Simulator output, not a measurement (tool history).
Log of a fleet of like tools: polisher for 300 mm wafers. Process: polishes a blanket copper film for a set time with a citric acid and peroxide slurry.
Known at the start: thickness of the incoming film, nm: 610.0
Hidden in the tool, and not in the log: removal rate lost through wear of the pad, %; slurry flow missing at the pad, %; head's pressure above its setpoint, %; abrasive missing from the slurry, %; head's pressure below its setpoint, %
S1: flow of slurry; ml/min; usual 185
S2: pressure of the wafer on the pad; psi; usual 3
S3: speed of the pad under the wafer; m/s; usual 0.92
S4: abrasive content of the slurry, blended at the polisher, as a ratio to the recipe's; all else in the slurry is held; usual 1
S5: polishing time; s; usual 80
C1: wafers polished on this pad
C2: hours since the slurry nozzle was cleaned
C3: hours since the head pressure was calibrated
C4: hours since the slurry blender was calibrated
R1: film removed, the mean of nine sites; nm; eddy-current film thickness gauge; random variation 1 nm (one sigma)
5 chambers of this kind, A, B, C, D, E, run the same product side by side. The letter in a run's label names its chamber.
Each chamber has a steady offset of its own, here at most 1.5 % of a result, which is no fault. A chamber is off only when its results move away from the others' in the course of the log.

run   hour   S1   S2    S3    S4  S5    C1     C2      C3     C4      R1
 1C    3.4  185    3  0.92     1  80   429    691   686.5   64.7  162.38
 2D   10.3  185    3  0.92     1  80   200   32.5   201.6   68.2  165.97
 3B   16.9  185    3  0.92     1  80   847  203.7     185   69.4  163.07
 4A   20.6  185    3  0.92     1  80   363    186  1047.1  169.1  165.56
        22  -- chamber B: worn pad replaced by a new one
 5E     26  185    3  0.92     1  80   396  157.9   162.6  221.3  167.45
 6D   31.7  185    3  0.92     1  80   432   53.9     223   89.6  164.54
      33.5  -- chamber E: slurry blender recalibrated
 7B   36.4  185    3  0.92     1  80   156  223.2   204.5   88.9  164.14
 8A   42.1  185    3  0.92     1  80   596  207.5  1068.6  190.6  163.79
 9E   45.6  185    3  0.92     1  80   609  177.5   182.2   12.1  165.05
10C   48.9  185    3  0.92     1  80   923  736.5     732  110.2  164.19
      52.8  -- chamber A: head pressure recalibrated
11A   52.8  185    3  0.92     1  80   712  218.2       0  201.3  173.12
      55.1  -- chamber C: slurry nozzle cleaned
        56  -- chamber A: worn pad replaced by a new one
12C   57.7  185    3  0.92     1  80  1019    2.6   740.8    119  165.73
13B   64.1  185  2.6  1.06     1  80   457  250.9   232.2  116.6  164.57
      64.6  -- chamber A: slurry nozzle cleaned
      65.3  -- chamber D: slurry blender recalibrated
14E   67.1  185  2.6  1.06     1  80   842    199   203.7   33.6  164.33
      71.8  -- chamber C: slurry blender recalibrated
15D     73  185  2.6  1.06     1  80   881   95.2   264.3    7.7  164.34
      76.6  -- chamber E: slurry nozzle cleaned
16D   78.7  185  2.6  1.06     1  80   943  100.9     270   13.4  165.94
      79.6  -- chamber C: worn pad replaced by a new one
17B   85.1  185  2.6  1.06     1  80   685  271.9   253.2  137.6  164.36
18C   88.6  185    3  0.92     1  80    98   33.5   771.7   16.9  164.41
19E   91.8  185    3  0.92     1  80  1110   15.3   228.4   58.3  167.14
20A     95  185    3  0.92     1  80   423   30.4    42.2  243.5  174.78
      95.4  -- chamber E: worn pad replaced by a new one
21D  101.5  185    3  0.92     1  80  1190  123.7   292.8   36.2  165.83
22C  104.7  185    3  0.92     1  66   272   49.6   787.8     33  136.69
23E  109.6  185    3  0.92     1  66   155   33.1   246.2   76.1  137.62
     113.5  -- chamber B: slurry blender recalibrated
24A    114  185    3  0.92     1  66   629   49.4    61.2  262.5  143.61
     115.2  -- chamber D: worn pad replaced by a new one
     115.8  -- chamber A: worn pad replaced by a new one
25B  117.5  185    3  0.92     1  66  1037  304.3   285.6    4.1  135.88
26B  122.1  185    3  0.92     1  66  1086  308.9   290.2    8.7   135.6
     126.8  -- chamber B: worn pad replaced by a new one
27C  127.6  185    3  0.92     1  80   521   72.5   810.7   55.9  164.22
28E  134.4  185    3  0.92     1  80   424   57.9     271  100.9  164.93
29D  137.6  185    3  0.92     1  80   243  159.8   328.9   72.3  165.89
30A  141.2  185    3  0.92     1  80   276   76.6    88.4  289.7   175.5
31D  145.5  185    3  0.92     1  80   328  167.7   336.8   80.2  165.81
32C  152.3  185    3  0.92     1  80   789   97.2   835.4   80.6  162.57
33B  157.6  185  2.3  0.92  1.25  80   334  344.4   325.7   44.2  133.04

All 5 chambers run these settings next. Forecast each chamber's results:
34A  162.5  185   3  0.92   1  80                   ?
34B  162.5  185   3  0.92   1  80                   ?
34C  162.5  185   3  0.92   1  80                   ?
34D  162.5  185   3  0.92   1  80                   ?
34E  162.5  185   3  0.92   1  80                   ?

run      R1
34A  174.12
34B  163.15
34C  165.09
34D  166.72
34E  166.22
